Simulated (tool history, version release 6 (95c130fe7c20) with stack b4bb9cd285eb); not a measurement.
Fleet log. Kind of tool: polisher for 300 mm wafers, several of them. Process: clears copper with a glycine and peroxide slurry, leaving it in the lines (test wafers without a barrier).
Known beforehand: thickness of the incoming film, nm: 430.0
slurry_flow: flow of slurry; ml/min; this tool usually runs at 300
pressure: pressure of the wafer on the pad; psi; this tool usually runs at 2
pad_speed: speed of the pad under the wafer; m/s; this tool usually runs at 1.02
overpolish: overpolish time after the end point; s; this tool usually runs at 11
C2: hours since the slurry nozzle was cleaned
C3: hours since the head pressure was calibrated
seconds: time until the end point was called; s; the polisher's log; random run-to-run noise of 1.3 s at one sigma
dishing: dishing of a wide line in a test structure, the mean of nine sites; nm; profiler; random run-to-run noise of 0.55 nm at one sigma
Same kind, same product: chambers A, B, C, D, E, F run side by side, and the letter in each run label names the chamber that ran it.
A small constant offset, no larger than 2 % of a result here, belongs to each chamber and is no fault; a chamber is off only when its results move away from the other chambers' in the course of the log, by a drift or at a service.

{"run": "1B", "day": 0.225, "slurry_flow": 300, "pressure": 2, "pad_speed": 1.02, "overpolish": 11, "wafers polished on this pad": 1230, "C2": 394.9, "C3": 13.8, "seconds": 109.43, "dishing": 29.095}
{"day": 0.496, "done": "chamber B: worn pad replaced by a new one"}
{"day": 0.542, "done": "chamber F: worn pad replaced by a new one"}
{"run": "2C", "day": 0.55, "slurry_flow": 300, "pressure": 2, "pad_speed": 1.02, "overpolish": 11, "wafers polished on this pad": 320, "C2": 238.2, "C3": 73.4, "seconds": 107.99, "dishing": 29.039}
{"run": "3E", "day": 0.779, "slurry_flow": 300, "pressure": 2, "pad_speed": 1.02, "overpolish": 11, "wafers polished on this pad": 878, "C2": 126.3, "C3": 997.9, "seconds": 108.41, "dishing": 28.818}
{"run": "4A", "day": 1.092, "slurry_flow": 300, "pressure": 2, "pad_speed": 1.02, "overpolish": 11, "wafers polished on this pad": 679, "C2": 282.1, "C3": 419.4, "seconds": 108.82, "dishing": 27.881}
{"day": 1.188, "done": "chamber B: slurry nozzle cleaned"}
{"run": "5D", "day": 1.4, "slurry_flow": 300, "pressure": 2, "pad_speed": 1.02, "overpolish": 11, "wafers polished on this pad": 1432, "C2": 163.6, "C3": 621.4, "seconds": 112.4, "dishing": 28.66}
{"run": "6F", "day": 1.646, "slurry_flow": 300, "pressure": 2, "pad_speed": 1.02, "overpolish": 11, "wafers polished on this pad": 153, "C2": 347.3, "C3": 235.1, "seconds": 109.56, "dishing": 28.691}
{"run": "7B", "day": 2.012, "slurry_flow": 250, "pressure": 2, "pad_speed": 1.02, "overpolish": 7, "wafers polished on this pad": 211, "C2": 19.8, "C3": 56.7, "seconds": 111.09, "dishing": 19.868}
{"run": "8C", "day": 2.258, "slurry_flow": 250, "pressure": 2, "pad_speed": 1.02, "overpolish": 7, "wafers polished on this pad": 558, "C2": 279.2, "C3": 114.4, "seconds": 111.34, "dishing": 19.072}
{"day": 2.354, "done": "chamber D: worn pad replaced by a new one"}
{"day": 2.358, "done": "chamber E: worn pad replaced by a new one"}
{"run": "9F", "day": 2.467, "slurry_flow": 250, "pressure": 2, "pad_speed": 1.02, "overpolish": 7, "wafers polished on this pad": 268, "C2": 367, "C3": 254.8, "seconds": 110.94, "dishing": 18.826}
{"run": "10E", "day": 2.683, "slurry_flow": 250, "pressure": 2, "pad_speed": 1.02, "overpolish": 7, "wafers polished on this pad": 45, "C2": 172, "C3": 1043.6, "seconds": 111.99, "dishing": 19.024}
{"run": "11A", "day": 2.912, "slurry_flow": 250, "pressure": 2, "pad_speed": 1.02, "overpolish": 7, "wafers polished on this pad": 932, "C2": 325.8, "C3": 463.1, "seconds": 111.75, "dishing": 19.329}
{"run": "12D", "day": 3.238, "slurry_flow": 250, "pressure": 2, "pad_speed": 1.02, "overpolish": 7, "wafers polished on this pad": 123, "C2": 207.7, "C3": 665.5, "seconds": 108.79, "dishing": 18.904}
{"run": "13A", "day": 3.583, "slurry_flow": 300, "pressure": 2, "pad_speed": 1.02, "overpolish": 11, "wafers polished on this pad": 1025, "C2": 341.9, "C3": 479.2, "seconds": 112.05, "dishing": 27.73}
{"day": 3.792, "done": "chamber A: worn pad replaced by a new one"}
{"run": "14F", "day": 3.938, "slurry_flow": 300, "pressure": 2, "pad_speed": 1.02, "overpolish": 11, "wafers polished on this pad": 472, "C2": 402.3, "C3": 290.1, "seconds": 112.32, "dishing": 28.595}
{"run": "15B", "day": 4.108, "slurry_flow": 300, "pressure": 2, "pad_speed": 1.02, "overpolish": 11, "wafers polished on this pad": 503, "C2": 70.1, "C3": 107, "seconds": 107, "dishing": 28.804}
{"run": "16C", "day": 4.35, "slurry_flow": 300, "pressure": 2, "pad_speed": 1.02, "overpolish": 11, "wafers polished on this pad": 849, "C2": 329.4, "C3": 164.6, "seconds": 108.17, "dishing": 28.765}
{"day": 4.446, "done": "chamber D: head pressure recalibrated"}
{"day": 4.662, "done": "chamber C: worn pad replaced by a new one"}
{"run": "17E", "day": 4.738, "slurry_flow": 300, "pressure": 2, "pad_speed": 1.02, "overpolish": 11, "wafers polished on this pad": 331, "C2": 221.3, "C3": 1092.9, "seconds": 110.65, "dishing": 28.66}
{"day": 4.942, "done": "chamber E: slurry nozzle cleaned"}
{"run": "18D", "day": 5.062, "slurry_flow": 300, "pressure": 2, "pad_speed": 1.02, "overpolish": 11, "wafers polished on this pad": 377, "C2": 251.5, "C3": 14.8, "seconds": 111.51, "dishing": 28.606}
{"day": 5.188, "done": "chamber A: slurry nozzle cleaned"}
{"run": "19A", "day": 5.254, "slurry_flow": 300, "pressure": 1.5, "pad_speed": 1.02, "overpolish": 11, "wafers polished on this pad": 204, "C2": 1.6, "C3": 519.3, "seconds": 135.54, "dishing": 23.95}
{"run": "20F", "day": 5.458, "slurry_flow": 300, "pressure": 1.5, "pad_speed": 1.02, "overpolish": 11, "wafers polished on this pad": 684, "C2": 438.8, "C3": 326.6, "seconds": 133.64, "dishing": 23.5}
{"run": "21E", "day": 5.629, "slurry_flow": 300, "pressure": 1.5, "pad_speed": 1.02, "overpolish": 11, "wafers polished on this pad": 455, "C2": 16.5, "C3": 1114.3, "seconds": 137.5, "dishing": 23.516}
{"run": "22C", "day": 5.8, "slurry_flow": 300, "pressure": 1.5, "pad_speed": 1.02, "overpolish": 11, "wafers polished on this pad": 158, "C2": 364.2, "C3": 199.4, "seconds": 135.53, "dishing": 23.419}
{"day": 6.046, "done": "chamber F: worn pad replaced by a new one"}
{"run": "23D", "day": 6.092, "slurry_flow": 300, "pressure": 1.5, "pad_speed": 1.02, "overpolish": 11, "wafers polished on this pad": 520, "C2": 276.2, "C3": 39.5, "seconds": 137.18, "dishing": 23.8}
{"run": "24B", "day": 6.304, "slurry_flow": 300, "pressure": 1.5, "pad_speed": 1.02, "overpolish": 11, "wafers polished on this pad": 808, "C2": 122.8, "C3": 159.7, "seconds": 135.19, "dishing": 24.417}
{"day": 6.538, "done": "chamber C: slurry nozzle cleaned"}
{"run": "25E", "day": 6.562, "slurry_flow": 300, "pressure": 2, "pad_speed": 1.02, "overpolish": 11, "wafers polished on this pad": 585, "C2": 38.9, "C3": 1136.7, "seconds": 108.52, "dishing": 27.956}
{"run": "26D", "day": 6.842, "slurry_flow": 300, "pressure": 2, "pad_speed": 1.02, "overpolish": 11, "wafers polished on this pad": 624, "C2": 294.2, "C3": 57.5, "seconds": 108.81, "dishing": 28.331}
{"run": "27C", "day": 7.05, "slurry_flow": 300, "pressure": 2, "pad_speed": 1.26, "overpolish": 11, "wafers polished on this pad": 332, "C2": 12.3, "C3": 229.4, "seconds": 92.576, "dishing": 32.212}
{"run": "28A", "day": 7.392, "slurry_flow": 300, "pressure": 2, "pad_speed": 1.26, "overpolish": 11, "wafers polished on this pad": 501, "C2": 52.9, "C3": 570.6, "seconds": 91.572, "dishing": 32.551}
{"run": "29B", "day": 7.729, "slurry_flow": 300, "pressure": 2, "pad_speed": 1.26, "overpolish": 11, "wafers polished on this pad": 1006, "C2": 157, "C3": 193.9, "seconds": 91.641, "dishing": 33.515}
{"run": "30F", "day": 8.083, "slurry_flow": 300, "pressure": 2, "pad_speed": 1.26, "overpolish": 11, "wafers polished on this pad": 283, "C2": 501.8, "C3": 389.6, "seconds": 94.159, "dishing": 31.1}
{"day": 8.188, "done": "chamber F: head pressure recalibrated"}
{"run": "31B", "day": 8.338, "slurry_flow": 300, "pressure": 2, "pad_speed": 1.26, "overpolish": 11, "wafers polished on this pad": 1091, "C2": 171.6, "C3": 208.5, "seconds": 92.504, "dishing": 32.508}
{"run": "32F", "day": 8.571, "slurry_flow": 300, "pressure": 2, "pad_speed": 1.26, "overpolish": 11, "wafers polished on this pad": 351, "C2": 513.5, "C3": 9.2, "seconds": 92.784, "dishing": 32.25}
{"run": "33E", "day": 8.871, "slurry_flow": 300, "pressure": 2, "pad_speed": 1.02, "overpolish": 11, "wafers polished on this pad": 906, "C2": 94.3, "C3": 1192.1, "seconds": 110.48, "dishing": 27.883}
{"run": "34D", "day": 9.229, "slurry_flow": 300, "pressure": 2, "pad_speed": 1.02, "overpolish": 11, "wafers polished on this pad": 957, "C2": 351.5, "C3": 114.8, "seconds": 110.66, "dishing": 28.412}
{"run": "35A", "day": 9.458, "slurry_flow": 235, "pressure": 2, "pad_speed": 1.02, "overpolish": 11, "wafers polished on this pad": 789, "C2": 102.5, "C3": 620.2, "seconds": 111.89, "dishing": 26.868}
{"run": "36C", "day": 9.779, "slurry_flow": 235, "pressure": 2, "pad_speed": 1.02, "overpolish": 11, "wafers polished on this pad": 712, "C2": 77.8, "C3": 294.9, "seconds": 109.49, "dishing": 28.244}
{"day": 9.967, "done": "chamber E: worn pad replaced by a new one"}
{"run": "37B", "day": 10.096, "slurry_flow": 235, "pressure": 2, "pad_speed": 1.02, "overpolish": 11, "wafers polished on this pad": 1336, "C2": 213.8, "C3": 250.7, "seconds": 111.19, "dishing": 28.958}
{"run": "38A", "day": 10.312, "slurry_flow": 235, "pressure": 2, "pad_speed": 1.02, "overpolish": 11, "wafers polished on this pad": 907, "C2": 123, "C3": 640.7, "seconds": 111.68, "dishing": 27.313}
{"run": "39F", "day": 10.646, "slurry_flow": 235, "pressure": 2, "pad_speed": 1.02, "overpolish": 11, "wafers polished on this pad": 640, "C2": 563.3, "C3": 59, "seconds": 111.6, "dishing": 27.878}
{"run": "40C", "day": 11.042, "slurry_flow": 235, "pressure": 2, "pad_speed": 1.02, "overpolish": 11, "wafers polished on this pad": 888, "C2": 108.1, "C3": 325.2, "seconds": 111.54, "dishing": 27.88}
{"run": "41E", "day": 11.346, "slurry_flow": 300, "pressure": 2, "pad_speed": 1.02, "overpolish": 11, "wafers polished on this pad": 192, "C2": 153.7, "C3": 1251.5, "seconds": 107.66, "dishing": 28.242}

Has any chamber moved away from the others, gradually or after a service, or does the common gauge drift, or do the chambers differ only by their own small steady offsets? State the chamber and the most likely cause if one applies.

Nothing is wrong: each chamber keeps only its own small, steady offset and the gauge holds still.

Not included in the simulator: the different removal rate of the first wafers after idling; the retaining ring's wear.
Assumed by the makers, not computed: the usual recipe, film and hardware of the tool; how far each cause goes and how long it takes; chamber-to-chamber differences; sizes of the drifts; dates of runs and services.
